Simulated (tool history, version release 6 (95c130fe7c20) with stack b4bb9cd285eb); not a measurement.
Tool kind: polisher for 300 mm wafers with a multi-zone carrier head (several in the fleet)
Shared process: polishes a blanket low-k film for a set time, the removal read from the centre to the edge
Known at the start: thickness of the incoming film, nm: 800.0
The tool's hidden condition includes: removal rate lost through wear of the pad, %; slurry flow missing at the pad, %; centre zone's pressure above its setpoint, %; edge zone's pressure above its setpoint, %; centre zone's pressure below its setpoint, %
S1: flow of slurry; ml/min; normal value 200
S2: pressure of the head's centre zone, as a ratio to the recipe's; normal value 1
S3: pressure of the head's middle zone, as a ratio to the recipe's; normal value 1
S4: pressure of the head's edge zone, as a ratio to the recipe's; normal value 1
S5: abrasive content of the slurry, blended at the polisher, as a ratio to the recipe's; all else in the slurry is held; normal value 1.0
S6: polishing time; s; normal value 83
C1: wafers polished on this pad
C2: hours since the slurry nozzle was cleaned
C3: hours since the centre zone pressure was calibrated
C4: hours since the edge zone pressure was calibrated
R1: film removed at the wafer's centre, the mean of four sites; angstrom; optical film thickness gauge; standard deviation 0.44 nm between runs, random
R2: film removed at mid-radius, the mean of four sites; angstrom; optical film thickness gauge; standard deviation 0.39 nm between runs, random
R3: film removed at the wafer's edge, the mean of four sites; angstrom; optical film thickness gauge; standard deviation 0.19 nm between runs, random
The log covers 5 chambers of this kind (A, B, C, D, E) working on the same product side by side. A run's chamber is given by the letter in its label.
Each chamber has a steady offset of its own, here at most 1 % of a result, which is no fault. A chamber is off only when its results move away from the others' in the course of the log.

run   hour   S1  S2  S3  S4   S5   S6    C1     C2      C3      C4      R1      R2      R3
 1E    8.3  200   1   1   1  1.0   83   586  159.6   591.5   204.5  297.03  308.80  304.12
      15.3  -- chamber B: worn pad replaced by a new one
 2A   16.4  200   1   1   1  1.0   83   348  144.3   813.9   536.4  303.46  299.82  302.21
      17.3  -- chamber B: centre zone pressure recalibrated
      22.4  -- chamber D: edge zone pressure recalibrated
 3B   29.9  200   1   1   1  1.0   83    98  374.2    12.6  1263.6  305.20  305.58  302.24
      31.9  -- chamber A: worn pad replaced by a new one
      36.9  -- chamber C: worn pad replaced by a new one
 4D   37.0  200   1   1   1  1.0   83   366  438.4    79.0    14.6  306.86  297.31  307.82
 5C   50.3  200   1   1   1  1.0   83    90  234.8   411.0   297.8  298.61  299.79  305.28
 6D   58.0  200   1   1   1  1.0   83   507  459.4   100.0    35.6  301.99  303.00  307.01
      58.4  -- chamber C: edge zone pressure recalibrated
 7B   69.0  200   1   1   1  1.0   83   361  413.3    51.7  1302.7  303.80  303.15  301.93
 8E   76.0  200   1   1   1  1.0   83  1041  227.3   659.2   272.2  298.19  300.05  309.30
 9C   85.3  200   1   1   1  1.0   83   325  269.8   446.0    26.9  298.12  296.38  302.25
      86.7  -- chamber A: slurry nozzle cleaned
      89.1  -- chamber E: worn pad replaced by a new one
10A   92.4  200   1   1   1  1.0   83   406    5.7   889.9   612.4  314.22  302.15  305.25
11C   99.4  200   1   1   1  1.0   83   420  283.9   460.1    41.0  307.56  302.09  304.39
12A  109.9  200   1   1   1  1.0   83   524   23.2   907.4   629.9  308.37  308.38  303.32
     120.0  -- chamber A: worn pad replaced by a new one
13E  124.6  200   1   1   1  1.0   83   238  275.9   707.8   320.8  301.31  302.34  305.65
14D  132.9  200   1   1   1  0.7   83  1010  534.3   174.9   110.5  258.01  254.78  254.65
15B  142.3  200   1   1   1  0.7   83   853  486.6   125.0  1376.0  250.33  255.66  256.17
16B  149.6  200   1   1   1  0.7   83   902  493.9   132.3  1383.3  252.40  256.55  254.74
17C  163.0  200   1   1   1  0.7   83   847  347.5   523.7   104.6  251.54  253.89  258.91
     167.1  -- chamber C: worn pad replaced by a new one
18E  174.1  200   1   1   1  0.7   83   571  325.4   757.3   370.3  252.18  248.78  257.25
19A  181.6  200   1   1   1  1.0   83   413   94.9   979.1   701.6  308.75  304.98  302.30
20D  190.9  200   1   1   1  1.0   83  1400  592.3   232.9   168.5  304.67  303.02  307.02
     195.6  -- chamber B: worn pad replaced by a new one
21A  201.0  200   1   1   1  1.0   83   544  114.3   998.5   721.0  308.49  306.36  303.19
     202.3  -- chamber A: worn pad replaced by a new one
22E  207.9  200   1   1   1  1.0   83   798  359.2   791.1   404.1  302.74  289.59  303.55
     209.7  -- chamber C: slurry nozzle cleaned
     213.3  -- chamber D: worn pad replaced by a new one
23B  216.4  200   1   1   1  1.0   83   139  560.7   199.1  1450.1  300.51  303.96  303.72
     221.8  -- chamber B: edge zone pressure recalibrated
24D  231.1  200   1   1   1  1.0   83   119  632.5   273.1   208.7  303.00  299.93  308.83
     236.0  -- chamber D: slurry nozzle cleaned
25C  240.8  200   1   1   1  1.0   83   495   31.2   601.5   182.4  301.88  297.73  305.14
26B  250.0  200   1   1   1  1.0   83   365  594.3   232.7    28.3  297.79  306.30  304.00
27A  265.6  200   1   1   1  1.0   83   425  178.9  1063.1   785.6  315.38  307.28  304.38
     273.3  -- chamber E: worn pad replaced by a new one
28E  277.1  170   1   1   1  1.0  111    25  428.4   860.3   473.3  385.88  386.11  404.45
29D  287.8  170   1   1   1  1.0  111   500   51.8   329.8   265.4  396.95  398.52  400.69
     289.4  -- chamber A: worn pad replaced by a new one
30C  297.8  170   1   1   1  1.0  111   878   88.2   658.5   239.4  389.27  395.36  399.12
31C  305.3  170   1   1   1  1.0  111   928   95.7   666.0   246.9  396.98  402.17  394.95
32B  317.9  170   1   1   1  1.0  111   821  662.2   300.6    96.2  392.34  400.05  396.84
     318.2  -- chamber A: slurry nozzle cleaned
33E  332.8  200   1   1   1  1.0   83   400  484.1   916.0   529.0  304.57  308.44  306.04
34A  347.0  200   1   1   1  1.0   83   387   28.9  1144.5   867.0  303.57  308.67  303.45

Decide between three cases: one chamber stands off from its peers, the gauge reading all wafers drifts, or nothing is wrong past each chamber's small offset. Where a chamber is off, say which and what most likely put it there.

The fleet is healthy, with each chamber sitting at its usual small offset and no drift in the gauge.
